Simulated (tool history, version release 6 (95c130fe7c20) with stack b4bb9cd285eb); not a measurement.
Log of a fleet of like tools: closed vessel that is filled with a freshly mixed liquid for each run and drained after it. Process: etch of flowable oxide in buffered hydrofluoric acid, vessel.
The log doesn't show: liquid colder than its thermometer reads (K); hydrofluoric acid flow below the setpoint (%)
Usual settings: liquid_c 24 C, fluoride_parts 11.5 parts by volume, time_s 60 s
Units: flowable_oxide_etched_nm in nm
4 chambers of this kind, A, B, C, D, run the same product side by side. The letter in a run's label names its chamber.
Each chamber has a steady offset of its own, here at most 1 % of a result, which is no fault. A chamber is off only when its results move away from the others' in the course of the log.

run,hour,liquid_c,fluoride_parts,time_s,hours since the thermometer was replaced,hours since the hydrofluoric acid flow meter was replaced,"read-back film thickness of the flowable oxide reference wafer, read on the same gauge (nm)",flowable_oxide_etched_nm
1B,11.8,24,11.5,60,1058.3,961.9,110.03,113.87
2C,22.4,24,11.5,60,1202.5,179.6,110.01,116.22
3D,37.7,24,11.5,60,2643.1,196.6,109.99,117.41
# hour 39: chamber D: thermometer replaced
4A,53.2,24,11.5,60,1757.6,455.5,109.99,115.59
5D,61.2,24,11.5,60,22.3,220.1,109.98,116.67
6B,77.2,24,14.5,60,1123.7,1027.3,110.03,93.038
7C,87.6,24,14.5,60,1267.7,244.8,109.98,90.887
8A,100.8,24,14.5,60,1805.2,503.1,110.04,92.095
9C,114.9,24,14.5,60,1295,272.1,109.98,93.918
10D,129.2,24,11.5,60,90.3,288.1,109.99,117.5
# hour 135.9: chamber C: thermometer replaced
11B,138.2,26.5,8,60,1184.7,1088.3,109.99,181.15
12A,151.2,26.5,8,60,1855.6,553.5,109.98,188.34
13C,164,26.5,8,60,28.2,321.2,109.96,181.89
# hour 173.6: chamber B: hydrofluoric acid flow meter replaced
14D,179.4,26.5,8,60,140.5,338.3,110.02,185.43
15B,191.3,24,11.5,45,1237.8,17.7,109.98,85.92
16A,207,24,11.5,45,1911.4,609.3,110,88.024
17C,221.8,24,11.5,45,86,379,110.03,86.53
18B,235.3,24,11.5,45,1281.8,61.7,109.95,87.432
19A,245.7,24,11.5,60,1950.1,648,109.98,117.1
20D,254.9,24,11.5,60,216,413.8,109.97,115.7
21A,265.4,24,11.5,60,1969.8,667.7,109.95,117.26
22C,281.4,24,11.5,60,145.6,438.6,109.97,116.05
# hour 287.3: chamber C: hydrofluoric acid flow meter replaced
23B,289.9,24,11.5,60,1336.4,116.3,110.03,115.56
24D,303.5,24,11.5,60,264.6,462.4,110,116.46
25D,313.8,24,11.5,60,274.9,472.7,110.02,117.69
26B,324,24,11.5,60,1370.5,150.4,109.94,115.55
27C,335.6,24,11.5,60,199.8,48.3,109.98,116.35
28A,348.3,24,11.5,60,2052.7,750.6,109.97,116.62
29A,361.6,24,11.5,60,2066,763.9,109.98,118.46
30B,369.2,20,11.5,60,1415.7,195.6,110.02,92.347
31C,377,20,11.5,60,241.2,89.7,110.07,93.877

Next, every chamber runs the same settings. What will each give?
32A,388.6,24,11.5,60,,,,?
32B,388.6,24,11.5,60,,,,?
32C,388.6,24,11.5,60,,,,?
32D,388.6,24,11.5,60,,,,?

run,flowable_oxide_etched_nm
32A,117.25
32B,115.73
32C,117.16
32D,116.31
